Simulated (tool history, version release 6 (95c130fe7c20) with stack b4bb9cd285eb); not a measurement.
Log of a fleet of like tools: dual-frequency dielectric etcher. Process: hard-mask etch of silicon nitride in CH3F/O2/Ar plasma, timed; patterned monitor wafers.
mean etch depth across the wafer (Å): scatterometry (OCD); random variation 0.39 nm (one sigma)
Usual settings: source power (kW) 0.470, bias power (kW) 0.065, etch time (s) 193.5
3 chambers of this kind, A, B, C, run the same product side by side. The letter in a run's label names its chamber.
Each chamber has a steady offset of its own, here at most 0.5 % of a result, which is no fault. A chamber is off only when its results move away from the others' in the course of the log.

run,hour,source power (kW),bias power (kW),etch time (s),hours since the last wet clean,hours since the last source power generator calibration,hours since the last bias power generator calibration,"read-back reference wafer on the same gauge, depth_nm",mean etch depth across the wafer (Å)
1A,4.8,0.470,0.065,193.5,313.0,1121.1,2159.8,165.99,1382.7
2B,10.5,0.470,0.065,193.5,613.9,2161.8,251.3,166.06,1391.2
3C,15.6,0.470,0.065,193.5,468.8,1263.6,1756.1,165.98,1380.6
4B,21.3,0.470,0.065,193.5,624.7,2172.6,262.1,166.04,1387.7
5C,25.6,0.470,0.065,193.5,478.8,1273.6,1766.1,165.99,1387.3
6A,30.3,0.470,0.065,193.5,338.5,1146.6,2185.3,166.00,1392.5
7A,35.9,0.470,0.065,193.5,344.1,1152.2,2190.9,165.93,1385.5
# hour 37.0: chamber B: wet clean of the chamber
8B,40.3,0.470,0.065,193.5,3.4,2191.6,281.1,166.10,1387.9
9C,43.8,0.470,0.065,193.5,497.0,1291.8,1784.3,165.90,1387.5
10A,49.6,0.470,0.065,193.5,357.8,1165.9,2204.6,165.97,1393.0
11B,55.4,0.470,0.065,193.5,18.5,2206.7,296.2,165.99,1387.5
12C,60.6,0.470,0.065,193.5,513.8,1308.6,1801.1,166.01,1390.2
13C,66.7,0.470,0.065,193.5,519.9,1314.7,1807.2,166.02,1385.5
14A,69.7,0.520,0.056,193.5,377.9,1186.0,2224.7,165.93,1380.1
15B,74.6,0.520,0.056,193.5,37.7,2225.9,315.4,166.02,1372.3
16A,80.5,0.520,0.056,193.5,388.7,1196.8,2235.5,165.88,1378.0
17B,86.4,0.470,0.065,193.5,49.5,2237.7,327.2,165.98,1385.5
18C,91.4,0.470,0.065,193.5,544.6,1339.4,1831.9,165.94,1390.4
19C,96.5,0.470,0.050,233.0,549.7,1344.5,1837.0,165.95,1539.8
20A,101.6,0.470,0.050,233.0,409.8,1217.9,2256.6,166.09,1536.0
21B,105.9,0.470,0.050,233.0,69.0,2257.2,346.7,165.99,1542.2
# hour 106.9: chamber C: wet clean of the chamber
22A,110.6,0.470,0.065,193.5,418.8,1226.9,2265.6,165.98,1389.3
23C,115.8,0.470,0.055,155.5,9.0,1363.8,1856.3,166.00,1025.4
24B,121.5,0.470,0.055,155.5,84.6,2272.8,362.3,166.08,1060.7
25C,127.1,0.470,0.055,155.5,20.3,1375.1,1867.6,166.02,1023.9
26A,130.1,0.570,0.051,193.5,438.3,1246.4,2285.1,166.00,1380.5
# hour 133.5: chamber A: wet clean of the chamber
27B,136.0,0.570,0.051,193.5,99.1,2287.3,376.8,166.01,1385.7
28B,141.0,0.570,0.051,193.5,104.1,2292.3,381.8,166.13,1386.2
29A,146.4,0.470,0.065,193.5,12.9,1262.7,2301.4,166.00,1392.3
30C,151.4,0.470,0.065,193.5,44.6,1399.4,1891.9,166.01,1344.4
31A,155.8,0.470,0.065,193.5,22.3,1272.1,2310.8,166.15,1391.2
32C,158.8,0.470,0.065,193.5,52.0,1406.8,1899.3,165.98,1343.0
33B,163.8,0.470,0.065,193.5,126.9,2315.1,404.6,166.07,1384.8
34C,166.4,0.470,0.065,193.5,59.6,1414.4,1906.9,165.97,1335.8
35B,171.1,0.470,0.065,193.5,134.2,2322.4,411.9,165.96,1384.9
36A,177.2,0.470,0.065,193.5,43.7,1293.5,2332.2,166.01,1388.7

What goes on in this fleet: one chamber off, a drifting gauge, or nothing beyond the chambers' own small offsets? Name the chamber and the cause, if any.

A service left chamber C off against the others.
Cause: etch rate under this chamber's usual, % = 3.35.

Here are 4 candidates for chamber C's next run, each the usual settings with a change, their results left as question marks. Which one brings its results back in line with what the others give on the usual settings?
In line means no further than this from the other chambers' mean on the usual settings: mean etch depth across the wafer (Å) 14.0
37C-1,181.6,0.470,0.055,193.5,,,,,?
37C-2,181.6,0.510,0.070,193.5,,,,,?
37C-3,181.6,0.470,0.058,193.5,,,,,?
37C-4,181.6,0.470,0.065,200.0,,,,,?

The other chambers' mean on the usual settings: mean etch depth across the wafer (Å) 1388.0
run,mean etch depth across the wafer (Å)
37C-1,1271.9
37C-2,1418.6
37C-3,1293.5
37C-4,1387.3
37C-4 brings the chamber back in line.
